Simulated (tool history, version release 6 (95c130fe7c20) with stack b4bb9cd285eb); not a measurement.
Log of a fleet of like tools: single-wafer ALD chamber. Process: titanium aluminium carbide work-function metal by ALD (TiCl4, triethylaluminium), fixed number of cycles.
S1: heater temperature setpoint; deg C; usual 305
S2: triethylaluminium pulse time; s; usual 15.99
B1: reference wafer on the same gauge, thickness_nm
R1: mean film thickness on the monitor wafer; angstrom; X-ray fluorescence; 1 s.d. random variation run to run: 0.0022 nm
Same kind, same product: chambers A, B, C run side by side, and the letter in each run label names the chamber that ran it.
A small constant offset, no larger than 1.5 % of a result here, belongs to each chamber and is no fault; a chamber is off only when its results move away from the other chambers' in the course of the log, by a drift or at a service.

| run | hour | S1 | S2 | B1 | R1 |
|---|---|---|---|---|---|
| 1B | 7.7 | 305 | 15.99 | 2.4807 | 20.725 |
| 2A | 12.9 | 305 | 15.99 | 2.4808 | 20.764 |
| 3C | 19.7 | 305 | 15.99 | 2.4816 | 21.195 |
| 4A | 23.4 | 305 | 15.99 | 2.4818 | 20.795 |
| 5C | 27.7 | 305 | 15.99 | 2.4810 | 21.156 |
| 6B | 34.8 | 305 | 15.99 | 2.4823 | 20.701 |
| 7C | 41.7 | 305 | 15.99 | 2.4828 | 21.161 |
| 8A | 47.0 | 305 | 15.99 | 2.4828 | 20.777 |
| 9B | 53.4 | 305 | 15.99 | 2.4835 | 20.757 |
| 10B | 58.8 | 305 | 15.99 | 2.4838 | 20.742 |
| 11C | 66.8 | 305 | 15.99 | 2.4837 | 21.134 |
| 12A | 71.0 | 305 | 15.99 | 2.4844 | 20.785 |
| 13A | 76.4 | 305 | 15.99 | 2.4844 | 20.780 |
| 14B | 80.2 | 293 | 11.21 | 2.4845 | 19.387 |
| 15C | 85.3 | 293 | 11.21 | 2.4850 | 19.760 |
|  | 90.9 | chamber C: thermocouple changed; heater temperature recalibrated |
| 16B | 91.4 | 293 | 11.21 | 2.4853 | 19.354 |
| 17C | 99.0 | 305 | 15.99 | 2.4860 | 21.188 |
| 18A | 103.9 | 305 | 15.99 | 2.4864 | 20.789 |
| 19B | 110.0 | 305 | 15.99 | 2.4865 | 20.767 |
| 20C | 117.6 | 305 | 15.99 | 2.4875 | 21.246 |
| 21A | 123.1 | 305 | 15.99 | 2.4872 | 20.814 |
| 22B | 127.0 | 305 | 15.99 | 2.4870 | 20.771 |
| 23C | 134.0 | 297 | 19.83 | 2.4877 | 20.585 |
| 24A | 139.6 | 297 | 19.83 | 2.4878 | 20.182 |
| 25B | 145.5 | 297 | 19.83 | 2.4887 | 20.146 |
| 26C | 152.0 | 305 | 15.99 | 2.4887 | 21.207 |
| 27A | 158.5 | 310 | 11.66 | 2.4890 | 20.962 |
| 28B | 163.3 | 310 | 11.66 | 2.4896 | 20.901 |
| 29C | 168.7 | 310 | 11.66 | 2.4896 | 21.384 |
| 30A | 173.0 | 305 | 15.99 | 2.4895 | 20.827 |

All 3 chambers run these settings next. Forecast each chamber's results:
| 31A | 178.9 | 317 | 15.99 |  | ? |
| 31B | 178.9 | 317 | 15.99 |  | ? |
| 31C | 178.9 | 317 | 15.99 |  | ? |

| run | R1 |
|---|---|
| 31A | 21.936 |
| 31B | 21.876 |
| 31C | 22.305 |
